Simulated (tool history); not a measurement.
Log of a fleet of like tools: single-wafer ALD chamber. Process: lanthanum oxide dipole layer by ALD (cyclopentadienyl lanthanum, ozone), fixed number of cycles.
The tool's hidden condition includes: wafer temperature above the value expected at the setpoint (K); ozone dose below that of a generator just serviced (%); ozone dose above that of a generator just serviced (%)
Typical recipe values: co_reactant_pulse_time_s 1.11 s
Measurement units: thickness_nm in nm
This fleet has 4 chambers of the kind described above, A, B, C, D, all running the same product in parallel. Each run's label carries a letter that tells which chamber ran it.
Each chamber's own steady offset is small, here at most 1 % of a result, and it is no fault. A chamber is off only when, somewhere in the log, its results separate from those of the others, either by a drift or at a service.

run	hour	co_reactant_pulse_time_s	hours since the last thermocouple change	hours since the last ozone generator service	read-back reference wafer on the same gauge, thickness_nm	thickness_nm
1D	6.8	1.11	772.3	492.7	0.56933	0.51230
2C	13.1	1.11	2385.5	1932.3	0.56886	0.51999
3A	19.2	1.11	643.4	766.2	0.56917	0.51433
4B	30.9	1.11	545.7	636.6	0.56888	0.51317
5D	38.5	1.11	804.0	524.4	0.56921	0.51197
6C	46.7	1.11	2419.1	1965.9	0.56923	0.51867
7A	52.6	1.11	676.8	799.6	0.56897	0.51295
8B	59.8	1.11	574.6	665.5	0.56918	0.51119
9C	71.7	1.11	2444.1	1990.9	0.56887	0.52004
10A	81.4	1.40	705.6	828.4	0.56906	0.54182
11D	90.6	1.40	856.1	576.5	0.56876	0.53967
12B	98.4	1.40	613.2	704.1	0.56884	0.53909
13C	109.6	1.40	2482.0	2028.8	0.56881	0.54680
14B	118.0	1.38	632.8	723.7	0.56876	0.53811
15A	128.5	1.38	752.7	875.5	0.56906	0.54183
16D	133.6	1.38	899.1	619.5	0.56895	0.53464
17D	144.5	1.38	910.0	630.4	0.56878	0.53892
# hour 148.2: chamber D: ozone generator serviced
18B	149.9	1.11	664.7	755.6	0.56921	0.51086
19C	155.8	1.11	2528.2	2075.0	0.56935	0.51568
20A	167.4	1.11	791.6	914.4	0.56868	0.51474
21D	176.0	1.11	941.5	27.9	0.56931	0.51517
22B	182.4	1.11	697.2	788.1	0.56885	0.50642
23C	193.7	1.11	2566.1	2112.9	0.56891	0.51667
24A	198.9	1.11	823.1	945.9	0.56901	0.50999
25D	209.5	1.11	975.0	61.4	0.56868	0.51291
# hour 216.4: chamber C: ozone generator serviced
26C	218.6	0.91	2591.0	2.3	0.56890	0.48937
27B	224.8	0.91	739.6	830.5	0.56882	0.47214
28A	230.4	0.91	854.6	977.4	0.56899	0.48301
29C	241.5	0.91	2613.9	25.2	0.56926	0.48917
30D	251.5	1.11	1017.0	103.4	0.56896	0.51259
31A	258.2	1.11	882.4	1005.2	0.56863	0.51404
32B	266.2	1.11	781.0	871.9	0.56889	0.50465
33D	277.9	1.11	1043.4	129.8	0.56913	0.51239
34B	287.4	1.11	802.2	893.1	0.56931	0.50425
35A	295.9	1.11	920.1	1042.9	0.56883	0.50989
36C	303.8	1.11	2676.2	87.5	0.56956	0.52028
37D	310.5	1.29	1076.0	162.4	0.56896	0.53022
38C	320.8	1.29	2693.2	104.5	0.56897	0.53536
39A	328.8	1.29	953.0	1075.8	0.56899	0.53156
40B	336.9	1.29	851.7	942.6	0.56887	0.52368

Is one chamber off against the others, does the gauge drift, or is nothing wrong? If a chamber is off, say which, and what the likeliest cause is.

One chamber, B, drifts off from the rest bit by bit.
Likeliest cause: ozone dose below that of a generator just serviced (%) = 7.07.

Below are 4 candidate recipes for chamber B's next run, each the usual settings with a change, their results shown as question marks. Which of them brings B's results back in line with what the other chambers give on the usual settings?
In line here means within this much of the mean the other chambers give on the usual settings: thickness_nm 0.00520 nm
41B-1	345.4	1.20				?
41B-2	345.4	0.97				?
41B-3	345.4	1.02				?
41B-4	345.4	1.29				?

What the other chambers average on the usual settings: thickness_nm 0.51466 nm
run	thickness_nm
41B-1	0.51296
41B-2	0.47861
41B-3	0.48742
41B-4	0.52278
With 41B-1, the chamber falls back in line with the rest.

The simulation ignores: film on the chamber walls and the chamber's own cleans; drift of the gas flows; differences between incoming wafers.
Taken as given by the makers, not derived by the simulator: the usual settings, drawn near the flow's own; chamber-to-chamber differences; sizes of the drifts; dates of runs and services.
